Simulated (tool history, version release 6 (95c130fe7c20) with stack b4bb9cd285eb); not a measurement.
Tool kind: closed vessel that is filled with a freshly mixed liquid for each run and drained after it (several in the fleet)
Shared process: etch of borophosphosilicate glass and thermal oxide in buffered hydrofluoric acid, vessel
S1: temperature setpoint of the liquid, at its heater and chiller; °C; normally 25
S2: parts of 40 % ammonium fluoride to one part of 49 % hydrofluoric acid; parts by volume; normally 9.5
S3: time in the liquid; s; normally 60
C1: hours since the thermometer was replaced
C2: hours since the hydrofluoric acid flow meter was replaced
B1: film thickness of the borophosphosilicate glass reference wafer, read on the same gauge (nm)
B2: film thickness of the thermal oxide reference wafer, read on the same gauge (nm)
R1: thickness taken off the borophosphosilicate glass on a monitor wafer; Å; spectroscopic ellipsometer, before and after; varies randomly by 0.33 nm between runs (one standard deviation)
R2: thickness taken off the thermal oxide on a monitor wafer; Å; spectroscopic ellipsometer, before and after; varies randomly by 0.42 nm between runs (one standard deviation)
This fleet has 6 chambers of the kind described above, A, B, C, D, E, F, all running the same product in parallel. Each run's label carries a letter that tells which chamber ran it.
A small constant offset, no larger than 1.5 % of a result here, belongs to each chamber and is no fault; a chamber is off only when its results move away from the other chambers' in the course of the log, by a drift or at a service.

run	hour	S1	S2	S3	C1	C2	B1	B2	R1	R2
1D	5.4	25	9.5	60	493.5	817.2	79.996	110.04	919.06	733.66
2B	12.1	25	9.5	60	65.0	291.1	80.016	110.00	932.32	739.01
3E	15.7	25	9.5	60	1136.9	256.4	80.078	110.01	942.19	743.75
4A	20.8	25	9.5	60	418.0	520.6	80.030	109.98	927.80	744.54
5F	24.6	25	9.5	60	928.0	278.9	79.976	109.99	931.67	747.01
6C	29.6	25	9.5	60	204.8	1937.5	80.030	109.98	938.82	741.81
7D	36.3	25	9.5	60	524.4	848.1	80.033	109.94	920.17	730.22
8A	42.4	25	6.5	50	439.6	542.2	79.999	109.97	1128.00	898.69
# hour 45.9: chamber F: thermometer replaced
9E	49.2	25	6.5	50	1170.4	289.9	79.947	110.03	1144.30	902.17
10F	53.9	25	6.5	50	8.1	308.2	79.951	109.93	1141.40	903.66
11C	60.5	25	6.5	50	235.7	1968.4	80.037	109.97	1129.50	888.67
12B	65.0	25	6.5	50	117.9	344.0	80.008	110.00	1143.30	898.92
13C	68.7	25	6.5	50	243.9	1976.6	80.045	109.97	1130.30	884.64
14A	73.2	25	11.5	60	470.4	573.0	79.981	110.04	779.74	624.67
15D	78.2	25	11.5	60	566.3	890.0	80.021	110.01	776.54	612.37
16B	84.9	25	11.5	60	137.8	363.9	80.017	109.97	785.08	624.40
# hour 86.5: chamber D: hydrofluoric acid flow meter replaced
17F	88.6	25	11.5	60	42.8	342.9	80.068	110.03	782.18	627.24
18E	92.2	25	11.5	60	1213.4	332.9	79.973	109.96	788.92	623.54
19F	96.3	25	11.5	60	50.5	350.6	79.949	110.02	789.34	632.70
20E	103.6	25	6.0	60	1224.8	344.3	80.039	109.99	1478.60	1162.20
21B	108.7	25	6.0	60	161.6	387.7	79.956	110.00	1470.60	1164.20
# hour 109.6: chamber C: hydrofluoric acid flow meter replaced
22D	113.3	25	6.0	60	601.4	26.8	79.957	109.97	1453.60	1147.70
23A	118.5	25	6.0	60	515.7	618.3	80.018	109.99	1456.10	1146.50
24C	124.5	25	6.0	60	299.7	15.0	80.019	109.98	1445.30	1146.00
25B	131.0	25	6.0	60	183.9	410.0	79.967	109.98	1471.50	1158.50
26E	134.6	25	9.5	60	1255.8	375.3	80.005	109.99	932.49	751.58
27A	141.8	25	9.5	60	539.0	641.6	80.000	110.00	928.91	748.98
28C	149.6	25	9.5	60	324.8	40.1	79.966	110.00	930.60	745.34
29D	155.1	25	9.5	60	643.2	68.6	79.966	110.01	923.45	733.61
30F	158.8	25	9.5	60	113.0	413.1	79.994	109.98	936.93	744.11
31B	162.5	21	13.5	60	215.4	441.5	79.978	110.02	540.28	428.61
32C	169.6	21	13.5	60	344.8	60.1	80.030	110.01	544.32	430.00
33D	173.1	21	13.5	60	661.2	86.6	79.969	110.01	533.61	426.67
34E	180.6	21	13.5	60	1301.8	421.3	80.040	109.98	541.00	429.39
35A	186.1	21	13.5	60	583.3	685.9	80.039	109.98	537.68	427.43
36F	192.8	21	13.5	60	147.0	447.1	80.012	109.96	536.16	432.89
37B	200.3	25	9.5	60	253.2	479.3	79.954	109.96	932.33	737.59
38D	207.9	25	9.5	60	696.0	121.4	80.016	109.96	920.60	738.08
39C	213.3	25	9.5	60	388.5	103.8	80.018	110.02	933.21	744.58
40A	220.7	25	9.5	60	617.9	720.5	80.026	110.04	923.19	742.69
41E	227.1	25	9.5	60	1348.3	467.8	79.960	109.98	938.13	743.83
42F	234.2	25	9.5	60	188.4	488.5	80.038	110.04	934.11	739.65

Each of the 6 chambers runs these same settings next. Fill in every chamber's results:
43A	239.9	25	9.5	60					?	?
43B	239.9	25	9.5	60					?	?
43C	239.9	25	9.5	60					?	?
43D	239.9	25	9.5	60					?	?
43E	239.9	25	9.5	60					?	?
43F	239.9	25	9.5	60					?	?

run	R1	R2
43A	925.19	738.33
43B	943.91	746.05
43C	933.93	738.33
43D	920.97	734.76
43E	935.79	746.86
43F	933.45	743.68
